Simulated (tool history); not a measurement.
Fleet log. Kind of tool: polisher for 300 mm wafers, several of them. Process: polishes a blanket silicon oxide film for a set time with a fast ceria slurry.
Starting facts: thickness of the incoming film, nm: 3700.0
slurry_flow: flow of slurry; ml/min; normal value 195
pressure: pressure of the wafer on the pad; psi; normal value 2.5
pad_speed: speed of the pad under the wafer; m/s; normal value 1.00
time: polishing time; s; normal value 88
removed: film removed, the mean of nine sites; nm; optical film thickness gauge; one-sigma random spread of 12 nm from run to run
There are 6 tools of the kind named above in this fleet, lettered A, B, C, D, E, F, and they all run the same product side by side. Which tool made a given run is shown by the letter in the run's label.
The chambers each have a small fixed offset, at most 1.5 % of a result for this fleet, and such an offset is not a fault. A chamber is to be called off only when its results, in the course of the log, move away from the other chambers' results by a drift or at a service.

run	hour	slurry_flow	pressure	pad_speed	time	wafers polished on this pad	hours since the slurry nozzle was cleaned	hours since the head pressure was calibrated	removed
# hour 7.7: chamber D: worn pad replaced by a new one
1E	10.2	195	2.5	1.00	88	445	183.7	1575.4	1505.7
# hour 17.2: chamber B: worn pad replaced by a new one
# hour 20.7: chamber A: worn pad replaced by a new one
2A	21.1	195	2.5	1.00	88	4	72.6	627.6	1505.5
# hour 21.4: chamber C: slurry nozzle cleaned
3C	35.2	195	2.5	1.00	88	537	13.9	106.3	1472.8
# hour 37.2: chamber B: head pressure recalibrated
4B	48.8	195	2.5	1.00	88	329	210.1	11.6	1509.8
5D	58.9	195	2.5	1.00	88	534	185.6	325.9	1527.6
# hour 61.8: chamber F: worn pad replaced by a new one
# hour 64.1: chamber C: worn pad replaced by a new one
6F	72.8	195	2.5	1.00	88	114	235.0	159.0	1471.5
7A	81.0	195	2.5	1.00	88	628	132.5	687.5	1497.9
8B	87.8	195	2.5	1.00	88	735	249.1	50.6	1515.1
# hour 93.8: chamber D: worn pad replaced by a new one
9E	97.9	195	2.5	1.00	88	1359	271.4	1663.1	1472.3
# hour 108.2: chamber B: worn pad replaced by a new one
10C	110.3	195	2.5	1.00	88	482	89.0	181.4	1486.0
11D	116.8	195	2.5	1.00	88	240	243.5	383.8	1510.9
# hour 118.6: chamber A: worn pad replaced by a new one
12F	127.0	130	2.5	0.82	88	679	289.2	213.2	1123.6
13C	135.4	130	2.5	0.82	88	743	114.1	206.5	1136.2
# hour 137.6: chamber E: head pressure recalibrated
# hour 138.8: chamber C: worn pad replaced by a new one
14A	146.6	130	2.5	0.82	88	291	198.1	753.1	1139.9
15F	155.8	130	2.5	0.82	88	979	318.0	242.0	1114.2
# hour 158.4: chamber F: worn pad replaced by a new one
16E	170.4	130	2.5	0.82	88	2114	343.9	32.8	1129.1
# hour 176.2: chamber D: slurry nozzle cleaned
17D	180.8	130	2.5	0.82	88	906	4.6	447.8	1160.2
# hour 186.6: chamber D: worn pad replaced by a new one
18B	189.6	195	2.5	1.00	88	848	350.9	152.4	1515.7
# hour 194.8: chamber B: worn pad replaced by a new one
19B	196.2	195	2.5	1.00	74	14	357.5	159.0	1280.5
# hour 199.7: chamber A: worn pad replaced by a new one
20F	210.7	195	2.5	1.00	74	545	372.9	296.9	1230.0
21C	221.6	195	2.5	1.00	74	863	200.3	292.7	1244.3
# hour 229.9: chamber C: worn pad replaced by a new one
# hour 230.4: chamber A: slurry nozzle cleaned
22D	234.6	195	2.5	1.00	74	500	58.4	501.6	1269.6
# hour 236.8: chamber F: worn pad replaced by a new one
23E	243.5	195	2.5	1.00	74	2875	417.0	105.9	1190.6
24A	254.7	195	2.5	1.00	74	573	24.4	861.2	1257.9
25B	265.1	195	2.5	1.00	88	732	426.4	227.9	1509.3
26C	279.6	195	2.5	1.00	88	518	258.3	350.7	1488.6
# hour 282.1: chamber D: worn pad replaced by a new one
# hour 287.1: chamber B: worn pad replaced by a new one
# hour 291.4: chamber A: worn pad replaced by a new one
27E	294.1	195	2.5	1.00	88	3403	467.6	156.5	1405.9
28D	301.3	195	2.5	1.00	88	200	125.1	568.3	1517.9
29F	311.9	195	2.5	1.00	88	782	474.1	398.1	1473.9
# hour 318.2: chamber C: worn pad replaced by a new one
30A	325.2	195	2.5	1.00	88	352	94.9	931.7	1480.8
31E	333.2	195	2.5	1.00	88	3810	506.7	195.6	1391.7
# hour 334.4: chamber F: worn pad replaced by a new one
32B	344.0	195	2.5	1.00	88	593	505.3	306.8	1499.9
33D	356.9	135	3.0	1.00	88	779	180.7	623.9	1741.4
34A	369.4	135	3.0	1.00	88	812	139.1	975.9	1668.4
# hour 372.2: chamber B: worn pad replaced by a new one
# hour 381.7: chamber A: worn pad replaced by a new one
35F	382.1	135	3.0	1.00	88	497	544.3	468.3	1664.3
36C	392.8	135	3.0	1.00	88	777	371.5	463.9	1674.4
# hour 401.9: chamber F: slurry nozzle cleaned
37B	403.7	135	3.0	1.00	88	328	565.0	366.5	1708.7
38F	417.5	135	3.0	1.00	88	866	15.6	503.7	1651.5
39A	428.2	195	2.5	1.00	88	484	197.9	1034.7	1491.1

Does one chamber stand apart from the rest, does the shared gauge drift, or is all well apart from small per-chamber offsets? Give the chamber and the most likely cause, where there is one.

It is chamber E that slowly wanders off from its peers.
Likeliest cause: removal rate lost through wear of the pad, % = 9.92.
It could be hard to tell apart here from: slurry flow missing at the pad, %.

Here are 4 candidates for chamber E's next run, each the usual settings with a change, their results left as question marks. Which one brings its results back in line with what the others give on the usual settings?
In line here means within this much of the mean the other chambers give on the usual settings: removed 41.0 nm
40E-1	438.8	195	2.5	0.98	86				?
40E-2	438.8	195	2.6	1.02	88				?
40E-3	438.8	195	2.5	0.94	84				?
40E-4	438.8	195	2.5	1.10	88				?

Average result of the remaining chambers running the usual settings: removed 1491.7 nm
run	removed
40E-1	1294.5
40E-2	1434.2
40E-3	1213.1
40E-4	1485.6
The right change is 40E-4: it brings the chamber back within the allowed miss of the others.
